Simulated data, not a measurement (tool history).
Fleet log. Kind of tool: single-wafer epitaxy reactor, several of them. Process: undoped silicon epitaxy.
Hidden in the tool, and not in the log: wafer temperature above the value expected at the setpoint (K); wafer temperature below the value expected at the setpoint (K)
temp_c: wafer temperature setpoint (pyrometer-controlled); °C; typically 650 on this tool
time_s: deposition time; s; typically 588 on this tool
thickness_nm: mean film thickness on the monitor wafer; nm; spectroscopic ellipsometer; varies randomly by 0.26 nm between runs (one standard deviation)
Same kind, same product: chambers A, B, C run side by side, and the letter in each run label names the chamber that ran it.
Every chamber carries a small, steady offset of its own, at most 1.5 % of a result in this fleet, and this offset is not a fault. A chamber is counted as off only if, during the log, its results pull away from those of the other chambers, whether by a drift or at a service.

| run | hour | temp_c | time_s | hours since the last pyrometer calibration | read-back reference wafer on the same gauge, thickness_nm | thickness_nm |
|---|---|---|---|---|---|---|
| 1A | 5.3 | 650 | 588 | 55.8 | 92.349 | 99.757 |
| 2B | 12 | 650 | 588 | 2402.6 | 92.37 | 97.983 |
| 3C | 16.4 | 650 | 588 | 1631.1 | 92.404 | 98.895 |
| 4B | 19.6 | 650 | 588 | 2410.2 | 92.386 | 98.203 |
| 5A | 23.2 | 650 | 588 | 73.7 | 92.381 | 100.22 |
| 6C | 29.2 | 664 | 680 | 1643.9 | 92.391 | 154.97 |
| 7A | 35.5 | 664 | 680 | 86 | 92.372 | 156.56 |
| 8B | 42.9 | 664 | 680 | 2433.5 | 92.399 | 152.89 |
| 9C | 49.4 | 650 | 588 | 1664.1 | 92.413 | 99.444 |
| 10B | 56.2 | 650 | 588 | 2446.8 | 92.445 | 97.728 |
| 11A | 62.1 | 650 | 588 | 112.6 | 92.405 | 100.28 |
| 12C | 68.5 | 637 | 482 | 1683.2 | 92.429 | 60.359 |
| 13C | 71.7 | 637 | 482 | 1686.4 | 92.414 | 60.511 |
|  | 74.9 | chamber C: pyrometer calibrated |
| 14B | 76 | 637 | 482 | 2466.6 | 92.388 | 60.2 |
| 15A | 81.4 | 650 | 588 | 131.9 | 92.36 | 100.07 |
| 16C | 87.3 | 650 | 588 | 12.4 | 92.372 | 101.58 |
| 17B | 92.2 | 650 | 588 | 2482.8 | 92.395 | 98.375 |
| 18A | 96.7 | 650 | 588 | 147.2 | 92.419 | 100.33 |
| 19C | 101.8 | 650 | 627 | 26.9 | 92.4 | 107.99 |
| 20A | 106.3 | 650 | 627 | 156.8 | 92.411 | 106.67 |
| 21B | 109.9 | 650 | 627 | 2500.5 | 92.418 | 104.71 |
| 22C | 114.5 | 650 | 588 | 39.6 | 92.429 | 101.21 |
| 23A | 120.4 | 650 | 588 | 170.9 | 92.359 | 100.15 |
| 24B | 123.8 | 661 | 673 | 2514.4 | 92.32 | 142.47 |
| 25B | 129 | 661 | 673 | 2519.6 | 92.295 | 141.8 |
| 26A | 132.2 | 661 | 673 | 182.7 | 92.386 | 145.6 |
| 27C | 135.5 | 650 | 588 | 60.6 | 92.418 | 101.68 |
| 28B | 140.5 | 650 | 588 | 2531.1 | 92.391 | 97.723 |
| 29A | 147.5 | 650 | 588 | 198 | 92.421 | 100.65 |
| 30C | 154.7 | 657 | 513 | 79.8 | 92.367 | 102.9 |
| 31C | 161.5 | 657 | 513 | 86.6 | 92.394 | 103 |
| 32B | 166.9 | 657 | 513 | 2557.5 | 92.408 | 99.599 |
| 33A | 172.3 | 650 | 588 | 222.8 | 92.387 | 99.946 |
| 34A | 178.5 | 658 | 588 | 229 | 92.378 | 119.2 |
| 35B | 183 | 658 | 588 | 2573.6 | 92.362 | 115.9 |
| 36C | 189.4 | 658 | 588 | 114.5 | 92.421 | 120.73 |
| 37B | 192.7 | 650 | 588 | 2583.3 | 92.416 | 97.802 |
|  | 198.3 | chamber B: pyrometer calibrated |
| 38A | 198.4 | 641 | 636 | 248.9 | 92.412 | 88.802 |
| 39C | 202.3 | 641 | 636 | 127.4 | 92.403 | 89.396 |
| 40B | 205.7 | 641 | 636 | 7.5 | 92.408 | 86.825 |
| 41A | 211.3 | 650 | 588 | 261.8 | 92.475 | 99.948 |
| 42C | 216.6 | 650 | 588 | 141.7 | 92.434 | 101.54 |
| 43A | 222.2 | 650 | 588 | 272.7 | 92.389 | 99.906 |
| 44C | 229.2 | 650 | 588 | 154.3 | 92.383 | 101.2 |

One chamber off, gauge drift, or nothing amiss beyond the chambers' own small offsets? If it is a chamber, which one, and what is the likeliest cause?

Chamber C came out of a service off from its peers and stayed that way.
Likeliest cause: wafer temperature above the value expected at the setpoint (K) = 1.03.

Chamber C could run next with any of the 4 candidate recipes listed below; each alters the usual settings, and their results appear as question marks. Which one brings its results back in line with what the other chambers deliver on the usual settings?
Counts as in line when no further than this from what the other chambers average on the usual settings: thickness_nm 0.92 nm
| 45C-1 | 234.6 | 650 | 602 |  |  | ? |
| 45C-2 | 234.6 | 650 | 593 |  |  | ? |
| 45C-3 | 234.6 | 649 | 588 |  |  | ? |
| 45C-4 | 234.6 | 650 | 583 |  |  | ? |

What the other chambers average on the usual settings: thickness_nm 98.868 nm
| run | thickness_nm |
|---|---|
| 45C-1 | 103.55 |
| 45C-2 | 102 |
| 45C-3 | 98.93 |
| 45C-4 | 100.28 |
45C-3 is the one that brings the chamber's results back in line with the other chambers.
